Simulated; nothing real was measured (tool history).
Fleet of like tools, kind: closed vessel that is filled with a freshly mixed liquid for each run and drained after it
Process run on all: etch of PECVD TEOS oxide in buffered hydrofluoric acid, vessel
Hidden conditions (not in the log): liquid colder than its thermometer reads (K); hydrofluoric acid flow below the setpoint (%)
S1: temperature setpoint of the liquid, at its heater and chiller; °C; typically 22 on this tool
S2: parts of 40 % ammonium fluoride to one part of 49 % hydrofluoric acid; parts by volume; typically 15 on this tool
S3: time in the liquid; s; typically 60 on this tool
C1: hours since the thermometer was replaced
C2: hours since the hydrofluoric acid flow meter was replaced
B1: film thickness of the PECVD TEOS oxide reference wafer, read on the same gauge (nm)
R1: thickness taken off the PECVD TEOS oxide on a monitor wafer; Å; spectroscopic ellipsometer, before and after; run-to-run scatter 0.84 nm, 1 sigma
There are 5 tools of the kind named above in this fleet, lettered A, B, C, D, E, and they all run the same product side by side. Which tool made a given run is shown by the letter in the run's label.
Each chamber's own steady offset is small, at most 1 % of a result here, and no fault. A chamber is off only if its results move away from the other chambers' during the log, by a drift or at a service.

run	hour	S1	S2	S3	C1	C2	B1	R1
1D	5.3	22	15	60	795.2	145	50.007	914.51
2C	14.4	22	15	60	401	63.7	50.006	920.76
3B	20.1	22	15	60	1039.9	1235.3	50.009	906
4E	29.6	22	15	60	1282.9	115.5	50.015	904.1
5A	35.8	22	11	30	1645.5	647.6	50.008	606.72
6C	44.8	22	11	30	431.4	94.1	49.988	616.49
7B	52.8	22	11	30	1072.6	1268	50.007	604.63
8A	62.4	22	11	30	1672.1	674.2	49.994	601.4
9D	72.7	22	11	30	862.6	212.4	49.987	610.54
10E	80.4	22	15	60	1333.7	166.3	49.996	913.64
# hour 81.2: chamber B: hydrofluoric acid flow meter replaced
11D	89.5	22	15	60	879.4	229.2	49.997	919.34
12E	94.8	22	15	60	1348.1	180.7	49.992	878.92
13B	103.3	22	12.5	60	1123.1	22.1	49.998	1094.7
14A	108.5	22	12.5	60	1718.2	720.3	50.001	1079
15C	117.4	22	12.5	60	504	166.7	49.997	1079
16B	124	22	12.5	60	1143.8	42.8	50.007	1094.2
17A	129.9	22	12.5	60	1739.6	741.7	50.018	1072.7
18C	136.5	22	15	60	523.1	185.8	50.001	908.71
19E	146.5	22	15	60	1399.8	232.4	50.022	873.73
20D	151.3	22	18	90	941.2	291	50.002	1145.2
21D	160	22	18	90	949.9	299.7	50	1161.1
# hour 168.2: chamber B: thermometer replaced
22C	170.4	22	18	90	557	219.7	50.005	1127
23E	178.2	22	18	90	1431.5	264.1	50.011	1086.9
24B	187.8	22	18	90	19.6	106.6	50.008	1157.9
25A	197.9	22	15	60	1807.6	809.7	50.003	899.42
26E	205.8	22	15	60	1459.1	291.7	49.989	875.4
27A	213.9	22	15	60	1823.6	825.7	49.987	889.12
28D	222.1	22	15	40	1012	361.8	50.002	610.7
29C	230.7	22	15	40	617.3	280	49.986	606.12
# hour 231.9: chamber C: thermometer replaced
30B	236.6	22	15	40	68.4	155.4	49.984	615.38
31C	242.8	22	15	40	10.9	292.1	49.998	607.02
32B	250.3	22	15	40	82.1	169.1	50.016	596.62
33D	256.1	22	15	60	1046	395.8	50.003	911.75
34A	264.7	22	15	60	1874.4	876.5	49.988	895.92
35E	270.7	22	15	60	1524	356.6	49.986	850.39
36B	278.9	22	15	60	110.7	197.7	49.98	914.15
37A	287.9	22	15	60	1897.6	899.7	50.009	903.97
38E	296.8	22	15	60	1550.1	382.7	50.005	843.13
39C	303.9	22	15	60	72	353.2	49.995	901.92

Next, all 5 chambers run the settings below, one line each with question marks for the results. What does each chamber give?
40A	311.4	22	15	60				?
40B	311.4	22	15	60				?
40C	311.4	22	15	60				?
40D	311.4	22	15	60				?
40E	311.4	22	15	60				?

run	R1
40A	896.87
40B	905.95
40C	920.45
40D	906.17
40E	829.01
